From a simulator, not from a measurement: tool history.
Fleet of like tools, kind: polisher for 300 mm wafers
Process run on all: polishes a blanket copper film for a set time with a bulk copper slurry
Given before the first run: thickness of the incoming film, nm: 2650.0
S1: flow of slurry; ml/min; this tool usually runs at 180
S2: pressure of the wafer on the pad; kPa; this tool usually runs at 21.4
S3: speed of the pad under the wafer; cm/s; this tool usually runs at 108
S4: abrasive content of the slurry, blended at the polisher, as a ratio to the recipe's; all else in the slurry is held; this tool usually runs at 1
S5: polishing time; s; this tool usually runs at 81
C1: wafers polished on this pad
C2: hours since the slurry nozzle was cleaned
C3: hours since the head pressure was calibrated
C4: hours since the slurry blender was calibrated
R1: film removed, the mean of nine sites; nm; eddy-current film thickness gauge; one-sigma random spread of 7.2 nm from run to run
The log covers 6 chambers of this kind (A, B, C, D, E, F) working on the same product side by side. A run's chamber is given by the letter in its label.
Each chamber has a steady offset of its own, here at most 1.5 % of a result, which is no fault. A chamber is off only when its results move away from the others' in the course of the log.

At hour 0.1: chamber B: slurry blender recalibrated.
Run 1A, hour 8.7: usual settings; C1 987; C2 307; C3 407.2; C4 65. Result: R1 740.6 nm.
Run 2F, hour 17.7: usual settings; C1 365; C2 477.4; C3 941.4; C4 38. Result: R1 743.37 nm.
At hour 23: chamber D: worn pad replaced by a new one.
At hour 24.6: chamber D: slurry blender recalibrated.
Run 3E, hour 25.7: usual settings; C1 317; C2 162.8; C3 688.2; C4 63.4. Result: R1 737.85 nm.
Run 4D, hour 38.3: usual settings; C1 178; C2 158.7; C3 749.2; C4 13.8. Result: R1 732.45 nm.
At hour 39.7: chamber A: worn pad replaced by a new one.
Run 5B, hour 46: usual settings; C1 857; C2 98.9; C3 116.7; C4 45.9. Result: R1 740.37 nm.
At hour 51: chamber F: worn pad replaced by a new one.
At hour 51.4: chamber C: worn pad replaced by a new one.
Run 6C, hour 59.3: usual settings but S1 205 ml/min; C1 91; C2 613; C3 1058.6; C4 242.4. Result: R1 747.09 nm.
At hour 64.9: chamber B: worn pad replaced by a new one.
Run 7A, hour 69.5: usual settings but S1 205 ml/min; C1 345; C2 367.8; C3 468; C4 125.8. Result: R1 745.7 nm.
At hour 71: chamber E: worn pad replaced by a new one.
Run 8B, hour 77.1: usual settings but S1 205 ml/min; C1 142; C2 130; C3 147.8; C4 77. Result: R1 748.87 nm.
Run 9C, hour 84.8: usual settings but S1 205 ml/min; C1 387; C2 638.5; C3 1084.1; C4 267.9. Result: R1 743.85 nm.
Run 10E, hour 92.2: usual settings but S1 205 ml/min; C1 245; C2 229.3; C3 754.7; C4 129.9. Result: R1 737.24 nm.
At hour 96.6: chamber D: worn pad replaced by a new one.
Run 11F, hour 100.9: usual settings but S1 205 ml/min; C1 578; C2 560.6; C3 1024.6; C4 121.2. Result: R1 745.19 nm.
At hour 106.6: chamber B: slurry blender recalibrated.
Run 12D, hour 111: usual settings; C1 167; C2 231.4; C3 821.9; C4 86.5. Result: R1 735.69 nm.
At hour 121.3: chamber A: head pressure recalibrated.
At hour 121.5: chamber F: worn pad replaced by a new one.
Run 13D, hour 123.2: usual settings; C1 308; C2 243.6; C3 834.1; C4 98.7. Result: R1 730.65 nm.
At hour 130.1: chamber E: slurry blender recalibrated.
Run 14C, hour 132.5: usual settings but S5 60 s; C1 939; C2 686.2; C3 1131.8; C4 315.6. Result: R1 550.25 nm.
At hour 135.3: chamber C: slurry nozzle cleaned.
At hour 137.9: chamber A: worn pad replaced by a new one.
Run 15F, hour 143.8: usual settings but S5 60 s; C1 258; C2 603.5; C3 1067.5; C4 164.1. Result: R1 546.09 nm.
At hour 149.9: chamber E: worn pad replaced by a new one.
Run 16B, hour 151.7: usual settings but S5 60 s; C1 1005; C2 204.6; C3 222.4; C4 45.2. Result: R1 550.15 nm.
At hour 157.6: chamber A: slurry blender recalibrated.
At hour 164.7: chamber C: head pressure recalibrated.
Run 17E, hour 165.7: usual settings but S5 60 s; C1 184; C2 302.8; C3 828.2; C4 35.7. Result: R1 537.45 nm.
At hour 166.8: chamber D: worn pad replaced by a new one.
At hour 168.2: chamber B: worn pad replaced by a new one.
At hour 175.9: chamber C: worn pad replaced by a new one.
Run 18A, hour 180.2: usual settings but S5 60 s; C1 490; C2 478.5; C3 59; C4 22.7. Result: R1 546.78 nm.
At hour 186: chamber A: slurry nozzle cleaned.
Run 19B, hour 191.4: usual settings but S5 60 s; C1 269; C2 244.3; C3 262.1; C4 84.9. Result: R1 548.02 nm.
At hour 199.6: chamber F: worn pad replaced by a new one.
Run 20C, hour 201: usual settings; C1 291; C2 65.7; C3 36.3; C4 384.1. Result: R1 738.56 nm.
Run 21D, hour 212.2: usual settings; C1 526; C2 332.6; C3 923.1; C4 187.7. Result: R1 711.48 nm.
At hour 218.2: chamber B: slurry blender recalibrated.
Run 22F, hour 223.9: usual settings; C1 282; C2 683.6; C3 1147.6; C4 244.2. Result: R1 736.9 nm.
Run 23A, hour 231.4: usual settings; C1 1083; C2 45.4; C3 110.2; C4 73.9. Result: R1 729.64 nm.
At hour 232.4: chamber E: worn pad replaced by a new one.
Run 24E, hour 243.2: usual settings; C1 125; C2 380.3; C3 905.7; C4 113.2. Result: R1 739.64 nm.
At hour 245.9: chamber A: worn pad replaced by a new one.
At hour 247.7: chamber D: worn pad replaced by a new one.
Run 25E, hour 253.3: usual settings; C1 242; C2 390.4; C3 915.8; C4 123.3. Result: R1 741.63 nm.
At hour 265.9: chamber B: worn pad replaced by a new one.
Run 26A, hour 266.2: usual settings; C1 235; C2 80.2; C3 145; C4 108.7. Result: R1 744.73 nm.
At hour 267.7: chamber C: slurry blender recalibrated.
At hour 272.6: chamber E: slurry blender recalibrated.
Run 27D, hour 275.8: usual settings; C1 325; C2 396.2; C3 986.7; C4 251.3. Result: R1 710.43 nm.
At hour 285.3: chamber F: worn pad replaced by a new one.
Run 28B, hour 288: usual settings but S3 76 cm/s; C1 256; C2 340.9; C3 358.7; C4 69.9. Result: R1 515.95 nm.
At hour 293.8: chamber D: slurry blender recalibrated.
Run 29F, hour 301.6: usual settings but S3 76 cm/s; C1 189; C2 761.3; C3 1225.3; C4 321.9. Result: R1 516.25 nm.
At hour 306.8: chamber E: worn pad replaced by a new one.
At hour 308.8: chamber C: worn pad replaced by a new one.
Run 30C, hour 313.7: usual settings but S3 76 cm/s; C1 57; C2 178.4; C3 149; C4 46.1. Result: R1 523.25 nm.
At hour 320.4: chamber D: worn pad replaced by a new one.
Run 31C, hour 324.1: usual settings but S3 76 cm/s; C1 177; C2 188.8; C3 159.4; C4 56.5. Result: R1 513.37 nm.
Run 32F, hour 333: usual settings but S3 76 cm/s; C1 552; C2 792.7; C3 1256.7; C4 353.3. Result: R1 510.47 nm.
At hour 338.5: chamber B: slurry blender recalibrated.
Run 33B, hour 346.3: usual settings but S3 76 cm/s; C1 931; C2 399.2; C3 417; C4 7.9. Result: R1 520.77 nm.
Run 34A, hour 353.3: usual settings; C1 1244; C2 167.3; C3 232.1; C4 195.8. Result: R1 732.04 nm.
Run 35E, hour 362.8: usual settings; C1 648; C2 499.9; C3 1025.3; C4 90.3. Result: R1 734.18 nm.
Run 36D, hour 370.3: usual settings; C1 578; C2 490.7; C3 1081.2; C4 76.5. Result: R1 684.39 nm.
Run 37D, hour 377.8: usual settings; C1 664; C2 498.2; C3 1088.7; C4 84. Result: R1 675.29 nm.

Is one chamber out of step, is the gauge drifting, or do the chambers differ by no more than their own small offsets? For an off chamber, give its letter and the likeliest cause.

One chamber, D, drifts off from the rest bit by bit.
Most likely cause: slurry flow missing at the pad, % = 36.8.
The log may not separate it from: head's pressure below its setpoint, %.

Chamber D could run next with any of the 4 candidate recipes listed below; each alters the usual settings, and their results appear as question marks. Which one brings its results back in line with what the other chambers deliver on the usual settings?
In-line tolerance around the mean of the other chambers on the usual settings: R1 25 nm
Run 38D-1, hour 388.2: usual settings but S2 22.1 kPa, S3 112 cm/s. Result: R1 ?.
Run 38D-2, hour 388.2: usual settings but S3 100 cm/s, S5 75 s. Result: R1 ?.
Run 38D-3, hour 388.2: usual settings but S1 185 ml/min, S3 116 cm/s, S5 87 s. Result: R1 ?.
Run 38D-4, hour 388.2: usual settings but S2 20.7 kPa, S3 106 cm/s, S5 79 s. Result: R1 ?.

Mean of the other chambers on the usual settings: R1 732.56 nm
  run      R1
38D-1  727.01
38D-2  582.97
38D-3     788
38D-4  629.58
Change 38D-1 lands the chamber within the allowed miss of the other chambers.

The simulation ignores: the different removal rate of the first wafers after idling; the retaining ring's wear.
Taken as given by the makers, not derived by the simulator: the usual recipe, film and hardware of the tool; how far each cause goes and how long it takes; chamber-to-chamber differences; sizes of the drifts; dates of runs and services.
